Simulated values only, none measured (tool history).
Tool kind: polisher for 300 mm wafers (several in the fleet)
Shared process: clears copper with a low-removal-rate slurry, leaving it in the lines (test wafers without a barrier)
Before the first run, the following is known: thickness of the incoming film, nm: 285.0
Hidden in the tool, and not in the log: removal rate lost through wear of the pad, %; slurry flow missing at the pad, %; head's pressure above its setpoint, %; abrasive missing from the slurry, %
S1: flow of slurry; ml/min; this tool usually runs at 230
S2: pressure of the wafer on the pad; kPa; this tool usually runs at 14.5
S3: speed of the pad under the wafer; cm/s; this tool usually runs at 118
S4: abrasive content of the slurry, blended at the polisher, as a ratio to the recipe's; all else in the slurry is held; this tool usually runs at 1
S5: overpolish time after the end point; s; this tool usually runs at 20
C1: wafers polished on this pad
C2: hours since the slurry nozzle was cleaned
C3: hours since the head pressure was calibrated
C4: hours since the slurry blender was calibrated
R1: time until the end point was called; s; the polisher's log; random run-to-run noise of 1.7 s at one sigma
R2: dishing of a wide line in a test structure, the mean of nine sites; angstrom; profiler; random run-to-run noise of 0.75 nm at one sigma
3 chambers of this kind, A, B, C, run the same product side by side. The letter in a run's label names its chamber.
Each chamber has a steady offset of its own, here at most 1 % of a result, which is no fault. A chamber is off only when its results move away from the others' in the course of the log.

run,day,S1,S2,S3,S4,S5,C1,C2,C3,C4,R1,R2
# day 0.062: chamber B: worn pad replaced by a new one
1C,0.367,230,14.5,118,1,20,1127,943.9,202.6,79.1,105.94,364.15
2B,0.817,230,14.5,118,1,20,109,103.4,943.7,113.7,109.06,336.31
# day 1.117: chamber C: worn pad replaced by a new one
3A,1.188,230,14.5,118,1,20,243,236,750.3,246.4,105.3,363.49
4B,1.483,230,14.5,118,1,20,205,119.4,959.7,129.7,103.5,356.5
# day 1.896: chamber B: slurry blender recalibrated
# day 1.975: chamber C: slurry nozzle cleaned
5A,1.988,230,14.5,118,1,20,358,255.2,769.5,265.6,108.46,351.91
6C,2.321,230,14.5,118,1,20,174,8.3,249.5,126,108.56,352.74
7C,2.708,230,14.5,118,1,20,229,17.6,258.8,135.3,104.37,353.58
8B,2.958,230,14.5,118,1,20,417,154.8,995.1,25.6,107.94,348.82
# day 3.138: chamber A: worn pad replaced by a new one
9A,3.412,230,14.5,118,1,20,40,289.4,803.7,299.8,103.45,349.52
10A,3.704,230,14.5,118,1,20,82,296.4,810.7,306.8,105.32,359.33
11B,3.988,230,14.5,118,1,20,566,179.5,1019.8,50.3,107.9,346.02
12C,4.308,230,14.5,118,1,20,460,56,297.2,173.7,105.19,352.88
# day 4.383: chamber C: head pressure recalibrated
# day 4.483: chamber B: slurry nozzle cleaned
# day 4.717: chamber B: worn pad replaced by a new one
13C,4.746,230,14.5,118,1,20,523,66.5,8.8,184.2,107.15,348.37
14A,5.138,230,14.5,118,1,20,288,330.8,845.1,341.2,103.08,370.22
15B,5.646,230,14.5,118,1,20,134,28,1059.6,90.1,105.8,351.15
16A,6.054,230,14.5,118,1,20,420,352.8,867.1,363.2,103.92,352.53
# day 6.242: chamber C: slurry blender recalibrated
17C,6.371,230,14.5,118,1,20,757,105.5,47.8,3.1,108.26,347.47
18B,6.75,230,14.5,118,1,20,293,54.5,1086.1,116.6,103.64,354.4
19B,7.075,230,14.5,100,1.2,20,340,62.3,1093.9,124.4,120.14,316.64
# day 7.271: chamber A: worn pad replaced by a new one
20C,7.358,230,14.5,100,1.2,20,899,129.2,71.5,26.8,117.83,319.76
21A,7.879,230,14.5,100,1.2,20,87,396.6,910.9,407,115.23,318
22B,8.112,230,14.5,118,1,20,489,87.2,1118.8,149.3,106.86,358.46
23A,8.438,230,14.5,118,1,20,168,410,924.3,420.4,99.722,376.83
# day 8.854: chamber B: slurry blender recalibrated
24C,8.929,230,14.5,118,1,20,1126,166.9,109.2,64.5,107.81,354.62
25B,9.267,230,14.5,118,1,20,655,114.9,1146.5,9.9,107.59,365.32
26A,9.504,230,14.5,118,1,20,322,435.6,949.9,446,96.392,371.24
# day 9.542: chamber B: worn pad replaced by a new one
27C,9.983,230,14.5,118,1,20,1277,192.2,134.5,89.8,106.6,357.66
28A,10.325,230,14.5,118,1,20,440,455.3,969.6,465.7,99.641,368.91
# day 10.479: chamber C: worn pad replaced by a new one
29B,10.629,230,14.5,118,1,20,157,147.6,1179.2,42.6,106.9,354.74
# day 10.646: chamber A: worn pad replaced by a new one
30C,11.029,230,14.5,118,1,20,79,217.3,159.6,114.9,103.83,348.3
# day 11.238: chamber A: slurry blender recalibrated
31B,11.479,230,14.5,118,1,20,279,168,1199.6,63,105.84,354.14
32C,11.983,230,14.5,118,1,20,216,240.2,182.5,137.8,105.33,344.98
33A,12.462,230,14.5,118,1,20,262,506.6,1020.9,29.4,97.685,381.42
# day 12.554: chamber B: slurry nozzle cleaned
34A,12.921,230,14.5,118,1,20,328,517.6,1031.9,40.4,97.571,390.19
35B,13.262,230,14.5,118,1,20,536,17,1242.4,105.8,106.23,341.66
# day 13.625: chamber B: worn pad replaced by a new one
36C,13.625,230,14.5,118,1,20,453,279.6,221.9,177.2,107.14,355.38
37B,14.117,230,14.5,118,1,20,71,37.5,1262.9,126.3,108.3,343.03
38A,14.371,230,14.5,146,1,31,537,552.4,1066.7,75.2,77.559,593.22
39C,14.842,230,14.5,146,1,31,628,308.8,251.1,206.4,84.836,565.05
# day 14.929: chamber B: slurry blender recalibrated
# day 15.038: chamber A: worn pad replaced by a new one
40B,15.308,230,14.5,146,1,31,242,66.1,1291.5,9.2,88.47,557.52
41A,15.554,230,14.5,118,1,20,74,580.8,1095.1,103.6,97.219,391.69
42C,16.079,230,14.5,132,1,20,807,338.5,280.8,236.1,96.13,364.2
43C,16.433,230,14.5,132,1,20,858,347,289.3,244.6,94.931,376.03

Read the log: is a single chamber off, either drifting away or since a service, is the gauge that measures every chamber drifting, or is nothing wrong beyond small per-chamber offsets? Name any odd chamber and what most likely caused it.

Chamber A drifts away from the others.
What lies behind it: head's pressure above its setpoint, % = 11.

Below are 4 candidate recipes for chamber A's next run, each the usual settings with a change, their results shown as question marks. Which of them brings A's results back in line with what the other chambers give on the usual settings?
In line here means within this much of the mean the other chambers give on the usual settings: R1 6.1 s; R2 26 angstrom
44A-1,16.808,230,15.2,126,1,20,,,,,?,?
44A-2,16.808,235,15.9,134,1,20,,,,,?,?
44A-3,16.808,230,13.8,110,1,20,,,,,?,?
44A-4,16.808,225,13.1,104,1,20,,,,,?,?

Usual-settings mean across the other chambers: R1 106.83 s; R2 350.27 angstrom
run,R1,R2
44A-1,85.798,418.21
44A-2,77.024,455.44
44A-3,107.96,346.53
44A-4,120.41,315.97
It is 44A-3 that realigns the chamber with its peers.
